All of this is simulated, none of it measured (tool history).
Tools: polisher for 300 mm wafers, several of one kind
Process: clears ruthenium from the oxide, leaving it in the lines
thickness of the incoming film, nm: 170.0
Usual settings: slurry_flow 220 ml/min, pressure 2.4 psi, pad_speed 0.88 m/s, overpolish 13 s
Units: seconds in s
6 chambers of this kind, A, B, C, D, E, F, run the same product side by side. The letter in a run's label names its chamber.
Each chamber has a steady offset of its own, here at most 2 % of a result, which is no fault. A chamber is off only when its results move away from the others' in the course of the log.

run    day  slurry_flow  pressure  pad_speed  overpolish  wafers polished on this pad  hours since the slurry nozzle was cleaned  hours since the head pressure was calibrated  seconds
     0.279  -- chamber C: worn pad replaced by a new one
 1B  0.296          220       2.4       0.88          13                          880                                        196                                         983.3    131.8
       0.5  -- chamber A: head pressure recalibrated
 2E  0.504          220       2.4       0.88          13                          371                                      444.6                                          71.2   140.58
     0.783  -- chamber D: worn pad replaced by a new one
 3D  0.817          220       2.4       0.88          13                            8                                      108.9                                         470.7   134.86
 4C  0.992          220       2.4       0.88          13                          174                                      482.5                                         514.4    139.7
     1.004  -- chamber B: worn pad replaced by a new one
 5A  1.204          220       2.4       0.88          13                          377                                        706                                          16.9   139.64
 6F  1.454          220       2.4       0.88          13                          588                                      217.6                                           279   134.87
 7C  1.612          220       2.4       0.88          13                          325                                      497.4                                         529.3   136.83
     1.729  -- chamber B: slurry nozzle cleaned
     1.746  -- chamber E: worn pad replaced by a new one
     1.758  -- chamber F: worn pad replaced by a new one
 8B  1.933          220       2.4        1.1          13                          226                                          5                                        1022.6   106.82
 9E    2.1          220       2.4        1.1          13                           86                                      482.9                                         109.5    109.1
     2.117  -- chamber A: worn pad replaced by a new one
10D  2.412          220       2.4        1.1          13                          398                                      147.2                                           509   112.21
      2.65  -- chamber A: slurry nozzle cleaned
11A   2.65          220       2.4        1.1          13                          130                                          0                                          51.6   108.56
12F  2.796          220       2.4        1.1          13                          253                                      249.8                                         311.2   108.47
13E  3.038          220       2.4        1.1          13                          315                                      505.4                                           132   109.85
     3.225  -- chamber F: head pressure recalibrated
14F  3.279          220         3       0.88          13                          371                                      261.4                                           1.4    109.6
15B  3.562          220         3       0.88          13                          624                                       44.1                                        1061.7   109.89
16C  3.729          220         3       0.88          13                          842                                      548.2                                         580.1    114.8
17A  3.971          220         3       0.88          13                          453                                       31.7                                          83.3   109.71
18D  4.167          220         3       0.88          13                          826                                      189.3                                         551.1   111.09
     4.242  -- chamber F: worn pad replaced by a new one
     4.429  -- chamber E: worn pad replaced by a new one
19C  4.454          220         3       0.88          13                         1019                                      565.6                                         597.5      112
20A  4.633          220       2.4       0.88          13                          614                                       47.6                                          99.2   139.32
21B  4.796          220       2.4       0.88          10                          925                                       73.7                                        1091.3   136.09
       4.8  -- chamber C: worn pad replaced by a new one
22F  4.996          220       2.4       0.88          10                          184                                      302.6                                          42.6   136.08
     5.154  -- chamber A: worn pad replaced by a new one
23D  5.167          220       2.4       0.88          10                         1070                                      213.3                                         575.1   143.42
24E  5.396          220       2.4       0.88          10                          236                                        562                                         188.6   134.93
     5.512  -- chamber B: worn pad replaced by a new one
25F  5.717          220       2.4       0.88          10                          360                                      319.9                                          59.9   135.04
26A  5.921          220       2.4       0.88          10                          187                                       78.5                                         130.1   135.76
     5.958  -- chamber D: worn pad replaced by a new one
27C  6.067          220       1.9       1.06          13                          309                                      604.3                                         636.2    142.8
28E  6.375          220       1.9       1.06          13                          475                                      585.5                                         212.1   144.49
29B  6.625          220       1.9       1.06          13                          271                                      117.6                                        1135.2   138.73
30D  6.788          220       1.9       1.06          13                          202                                      252.2                                           614   153.86
31F  6.954          220       1.9       1.06          13                          662                                      349.6                                          89.6   143.28
     7.096  -- chamber E: worn pad replaced by a new one
       7.1  -- chamber F: worn pad replaced by a new one
32E  7.229          220       1.9       1.06          13                           33                                        606                                         232.6   142.61
33C  7.554          270       2.4       0.88          13                          672                                        640                                         671.9   132.35
34D  7.729          270       2.4       0.88          13                          432                                      274.8                                         636.6   144.81
35A  7.912          270       2.4       0.88          13                          673                                      126.3                                         177.9   130.79
       8.2  -- chamber A: worn pad replaced by a new one
36B   8.25          270       2.4       0.88          13                          668                                      156.6                                        1174.2   130.31
37F  8.512          270       2.4       0.88          13                          345                                        387                                           127   132.49
     8.533  -- chamber C: worn pad replaced by a new one
38B  8.746          270       2.4       0.88          13                          789                                      168.5                                        1186.1   128.54
39E  9.046          220       2.4       0.88          13                          476                                      649.6                                         276.2   137.31
40D  9.246          220       2.4       0.88          13                          802                                      311.2                                           673   147.24
     9.354  -- chamber C: head pressure recalibrated
41A  9.512          220       2.4       0.88          13                          321                                      164.7                                         216.3   135.48
42C  9.825          220       2.4       0.88          13                          315                                      694.5                                          11.4   138.62

What goes on in this fleet: one chamber off, a drifting gauge, or nothing beyond the chambers' own small offsets? Name the chamber and the cause, if any.

Chamber D drifts away from the others.
Cause: head's pressure below its setpoint, % = 10.3.

Here are 4 candidates for chamber D's next run, each the usual settings with a change, their results left as question marks. Which one brings its results back in line with what the others give on the usual settings?
In line means no further than this from the other chambers' mean on the usual settings: seconds 7.8 s
43D-1  10.067          215       2.1       0.76          13                                                                                                                              ?
43D-2  10.067          225       2.7          1          13                                                                                                                              ?
43D-3  10.067          220       2.3       0.82          13                                                                                                                              ?
43D-4  10.067          220       2.5       0.94          13                                                                                                                              ?

The other chambers' mean on the usual settings: seconds 137.16 s
  run  seconds
43D-1   206.19
43D-2   121.29
43D-3   174.04
43D-4   139.71
43D-4 brings the chamber back in line.

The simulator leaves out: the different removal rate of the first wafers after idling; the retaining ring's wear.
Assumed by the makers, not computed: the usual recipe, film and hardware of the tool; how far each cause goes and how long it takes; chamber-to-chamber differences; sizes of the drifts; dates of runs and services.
